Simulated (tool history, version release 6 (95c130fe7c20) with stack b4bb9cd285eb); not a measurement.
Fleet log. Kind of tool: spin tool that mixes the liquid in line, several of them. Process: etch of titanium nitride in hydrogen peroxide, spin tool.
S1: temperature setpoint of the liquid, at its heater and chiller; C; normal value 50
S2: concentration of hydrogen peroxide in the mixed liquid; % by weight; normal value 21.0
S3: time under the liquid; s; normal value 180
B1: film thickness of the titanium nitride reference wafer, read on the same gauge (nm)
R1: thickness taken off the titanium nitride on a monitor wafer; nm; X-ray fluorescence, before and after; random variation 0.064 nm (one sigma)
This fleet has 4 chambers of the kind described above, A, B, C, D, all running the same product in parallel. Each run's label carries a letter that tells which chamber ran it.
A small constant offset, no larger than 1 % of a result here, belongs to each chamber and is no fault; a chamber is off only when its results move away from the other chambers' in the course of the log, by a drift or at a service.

run   hour  S1    S2   S3      B1      R1
 1A    8.8  50  21.0  180  79.978  14.871
 2B   20.2  50  21.0  180  79.980  14.830
      22.3  -- chamber A: new drum of peroxide connected
 3C   29.1  50  21.0  180  80.029  15.198
 4D   37.3  50  21.0  180  80.010  14.937
 5A   46.7  50  21.0  180  79.977  14.913
 6D   55.8  50  21.0  180  79.964  14.997
 7B   64.4  50  21.0  180  79.972  14.932
 8C   70.8  50  21.0  180  79.973  15.116
 9D   79.4  50  21.0  180  80.006  15.080
10C   86.6  50  21.0  180  79.987  15.020
11A   96.1  50  21.0  180  80.017  14.942
12B  101.8  50  21.0  180  79.996  14.854
13B  108.3  50  21.0  180  80.034  14.893
14A  114.5  50  21.0  180  79.978  15.045
15D  124.4  50  21.0  180  80.030  14.958
     124.9  -- chamber C: thermometer replaced
16C  131.8  50  21.0  180  79.987  15.143
17B  142.1  50  21.0  180  80.004  14.959
18D  150.5  50  21.0  180  80.039  15.017
     152.3  -- chamber D: new drum of peroxide connected
     156.3  -- chamber B: new drum of peroxide connected
19A  159.2  50  21.0  180  80.004  14.906
20C  167.7  50  21.0  180  79.985  15.109
21A  176.3  50  17.5  280  79.988  22.126
22B  182.6  50  17.5  280  79.991  22.407
23D  191.1  50  17.5  280  80.002  22.632
24C  199.2  50  17.5  280  80.022  22.556
25C  206.4  50  21.0  180  80.004  15.116
26D  216.0  50  21.0  180  79.985  14.965
     221.1  -- chamber D: thermometer replaced
27B  227.4  50  21.0  180  80.019  14.844
28A  239.1  50  21.0  180  80.005  14.814
29B  247.3  50  21.0  180  79.988  14.982
30A  254.6  50  23.5  245  80.040  20.383
31C  265.3  50  23.5  245  79.972  20.883
32D  271.5  50  23.5  245  80.026  20.960
33D  281.9  50  23.5  245  79.985  21.012
34A  291.3  50  21.0  180  79.994  14.624
35B  297.2  50  21.0  180  79.990  14.953
36C  303.8  50  21.0  180  80.023  15.201
37A  311.5  50  21.0  180  80.010  14.587
38D  320.2  50  21.0  180  79.983  15.013
39B  326.5  50  21.0  180  79.992  14.897
40C  338.7  50  21.0  180  79.996  15.155

Which is it: a chamber that has drifted or been left off by a service, a gauge drift common to all chambers, or only each chamber's usual small offset? If a chamber is off, name it and its likeliest cause.

Little by little, chamber A moves away from the other chambers.
Most likely cause: liquid colder than its thermometer reads (K) = 0.447.
The log may not separate it from: peroxide flow below the setpoint (%); temperature lost on the way to the wafer (K).

Chamber A could run next with any of the 4 candidate recipes listed below; each alters the usual settings, and their results appear as question marks. Which one brings its results back in line with what the other chambers deliver on the usual settings?
To be in line, a result may differ from the other chambers' mean on the usual settings by at most: R1 0.220 nm
41A-1  347.4  50.5  21.0  180       ?
41A-2  347.4  50.0  21.0  195       ?
41A-3  347.4  50.0  14.5  180       ?
41A-4  347.4  49.5  21.0  180       ?

Usual-settings mean across the other chambers: R1 15.014 nm
  run      R1
41A-1  15.043
41A-2  15.707
41A-3  13.383
41A-4  13.982
41A-1 puts the chamber back in line with the other chambers.

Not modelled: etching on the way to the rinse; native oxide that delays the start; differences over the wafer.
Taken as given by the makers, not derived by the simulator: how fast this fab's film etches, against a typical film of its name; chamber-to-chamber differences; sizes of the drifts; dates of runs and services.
